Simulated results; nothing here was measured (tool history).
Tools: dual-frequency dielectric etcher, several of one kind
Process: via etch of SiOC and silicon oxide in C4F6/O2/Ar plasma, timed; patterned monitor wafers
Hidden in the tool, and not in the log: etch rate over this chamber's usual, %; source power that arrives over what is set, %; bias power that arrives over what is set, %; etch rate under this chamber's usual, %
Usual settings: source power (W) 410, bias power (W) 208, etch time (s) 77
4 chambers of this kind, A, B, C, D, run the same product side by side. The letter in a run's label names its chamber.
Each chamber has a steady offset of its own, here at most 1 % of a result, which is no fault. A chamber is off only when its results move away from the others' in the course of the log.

run   hour  source power (W)  bias power (W)  etch time (s)  hours since the last wet clean  hours since the last source power generator calibration  hours since the last bias power generator calibration  read-back reference wafer on the same gauge, depth_nm  mean etch depth across the wafer (Å)
 1A    9.9               410             208             77                            12.5                                                    755.5                                                   1463                                                 93.353                                922.53
 2D   17.3               410             208             77                           306.3                                                    109.2                                                 2924.2                                                  93.44                                917.65
 3B   28.3               410             208             77                           389.9                                                    451.6                                                 1190.1                                                 93.409                                914.04
 4C   36.3               410             208             77                           222.2                                                   2553.7                                                  345.3                                                  93.43                                913.03
 5C   45.6               410             208             77                           231.5                                                     2563                                                  354.6                                                 93.457                                916.82
 6B     53               410             242             77                           414.6                                                    476.3                                                 1214.8                                                 93.354                                959.14
 7A   66.4               410             242             77                              69                                                      812                                                 1519.5                                                 93.386                                968.14
 8D   75.3               410             242             77                           364.3                                                    167.2                                                 2982.2                                                 93.432                                959.95
        85  -- chamber B: wet clean of the chamber
 9A   88.5               410             242             77                            91.1                                                    834.1                                                 1541.6                                                 93.436                                972.49
10C   97.8               410             169             77                           283.7                                                   2615.2                                                  406.8                                                 93.451                                852.03
11B  111.4               410             169             77                            26.5                                                    534.7                                                 1273.2                                                 93.464                                865.79
12D  119.2               410             169             77                           408.2                                                    211.1                                                 3026.1                                                 93.371                                855.38
13B    135               410             169             77                            50.1                                                    558.3                                                 1296.8                                                 93.323                                856.66
14A    148               410             208             77                           150.6                                                    893.6                                                 1601.1                                                 93.354                                924.62
15C  155.7               410             208             77                           341.6                                                   2673.1                                                  464.7                                                 93.317                                914.71
16D  169.6               410             208             77                           458.6                                                    261.5                                                 3076.5                                                 93.422                                922.58
17D  183.7               410             208             77                           472.7                                                    275.6                                                 3090.6                                                 93.509                                909.23
18C  193.3               410             208             77                           379.2                                                   2710.7                                                  502.3                                                 93.501                                916.58
19A  208.8               410             208             77                           211.4                                                    954.4                                                 1661.9                                                 93.412                                925.43
20B  225.5               410             208             77                           140.6                                                    648.8                                                 1387.3                                                 93.398                                916.11
21C  238.6               410             208             77                           424.5                                                     2756                                                  547.6                                                 93.565                                923.88
     249.5  -- chamber C: wet clean of the chamber
22B    253               410             208             77                           168.1                                                    676.3                                                 1414.8                                                 93.389                                918.38
23D  267.6               410             208             77                           556.6                                                    359.5                                                 3174.5                                                  93.43                                920.01
24A  278.1               470             208             77                           280.7                                                   1023.7                                                 1731.2                                                 93.446                                969.92
25C  286.3               470             208             77                            36.8                                                   2803.7                                                  595.3                                                 93.458                                997.94
     292.5  -- chamber D: wet clean of the chamber
26B  294.7               470             208             77                           209.8                                                      718                                                 1456.5                                                 93.481                                966.71
     304.1  -- chamber D: bias power generator calibrated
27D  304.3               470             208             77                            11.8                                                    396.2                                                    0.2                                                 93.411                                966.32
28A  311.7               410             208             77                           314.3                                                   1057.3                                                 1764.8                                                 93.405                                931.89
29A    322               410             208             77                           324.6                                                   1067.6                                                 1775.1                                                  93.39                                927.86
30C  332.7               410             208             77                            83.2                                                   2850.1                                                  641.7                                                 93.276                                945.52
31B  342.8               410             208             77                           257.9                                                    766.1                                                 1504.6                                                 93.484                                916.59
32D  355.7               410             208             77                            63.2                                                    447.6                                                   51.6                                                 93.494                                 917.4
33C  371.3               410             208             59                           121.8                                                   2888.7                                                  680.3                                                 93.404                                724.03
34D  384.3               410             208             59                            91.8                                                    476.2                                                   80.2                                                 93.281                                704.74
35B  396.4               410             208             59                           311.5                                                    819.7                                                 1558.2                                                 93.422                                702.35

Next, every chamber runs the same settings. What will each give?
36A  408.4               460             208             77                                                                                                                                                                                                                                            ?
36B  408.4               460             208             77                                                                                                                                                                                                                                            ?
36C  408.4               460             208             77                                                                                                                                                                                                                                            ?
36D  408.4               460             208             77                                                                                                                                                                                                                                            ?

run  mean etch depth across the wafer (Å)
36A                                968.63
36B                                958.91
36C                                990.05
36D                                960.03
